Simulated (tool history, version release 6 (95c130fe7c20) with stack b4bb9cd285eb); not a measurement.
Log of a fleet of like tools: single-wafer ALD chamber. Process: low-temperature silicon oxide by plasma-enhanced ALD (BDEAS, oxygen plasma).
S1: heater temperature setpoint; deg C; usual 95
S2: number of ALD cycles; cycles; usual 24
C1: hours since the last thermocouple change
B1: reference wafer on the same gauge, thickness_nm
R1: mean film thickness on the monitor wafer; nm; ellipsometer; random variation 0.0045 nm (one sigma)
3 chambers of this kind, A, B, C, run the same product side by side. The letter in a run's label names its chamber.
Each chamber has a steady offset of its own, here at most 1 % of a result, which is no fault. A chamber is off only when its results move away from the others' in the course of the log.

run 1B hour=10.8 | S1=95 S2=24 | C1=455.2 | B1=3.3982 | R1=3.5319
run 2A hour=18.8 | S1=95 S2=24 | C1=451.6 | B1=3.3976 | R1=3.4577
run 3C hour=29.2 | S1=95 S2=24 | C1=1447.8 | B1=3.3977 | R1=3.4796
run 4C hour=38.6 | S1=95 S2=24 | C1=1457.2 | B1=3.3964 | R1=3.4719
run 5A hour=46.6 | S1=95 S2=24 | C1=479.4 | B1=3.397 | R1=3.4605
run 6B hour=59 | S1=95 S2=24 | C1=503.4 | B1=3.3947 | R1=3.5158
run 7A hour=71.1 | S1=95 S2=24 | C1=503.9 | B1=3.3938 | R1=3.4557
run 8B hour=80 | S1=95 S2=24 | C1=524.4 | B1=3.3923 | R1=3.5113
run 9C hour=89.2 | S1=95 S2=24 | C1=1507.8 | B1=3.3924 | R1=3.4824
run 10A hour=101.9 | S1=95 S2=24 | C1=534.7 | B1=3.3902 | R1=3.453
run 11C hour=112.7 | S1=95 S2=24 | C1=1531.3 | B1=3.3909 | R1=3.475
run 12B hour=119.5 | S1=95 S2=24 | C1=563.9 | B1=3.3894 | R1=3.5148
run 13A hour=130.1 | S1=95 S2=24 | C1=562.9 | B1=3.3884 | R1=3.4515
run 14B hour=138.8 | S1=95 S2=24 | C1=583.2 | B1=3.3869 | R1=3.5076
run 15C hour=150.5 | S1=95 S2=24 | C1=1569.1 | B1=3.3869 | R1=3.4718
run 16A hour=159.3 | S1=95 S2=24 | C1=592.1 | B1=3.3869 | R1=3.4546
run 17C hour=171.7 | S1=87 S2=23 | C1=1590.3 | B1=3.3856 | R1=3.4143
run 18B hour=180.8 | S1=87 S2=23 | C1=625.2 | B1=3.3847 | R1=3.4602
run 19A hour=191.8 | S1=87 S2=23 | C1=624.6 | B1=3.3837 | R1=3.3955
run 20B hour=205.3 | S1=86 S2=25 | C1=649.7 | B1=3.3822 | R1=3.7623

All 3 chambers run these settings next. Forecast each chamber's results:
run 21A hour=215.1 | S1=95 S2=22 | R1=?
run 21B hour=215.1 | S1=95 S2=22 | R1=?
run 21C hour=215.1 | S1=95 S2=22 | R1=?

run=21A R1=3.1532
run=21B R1=3.2154
run=21C R1=3.1728
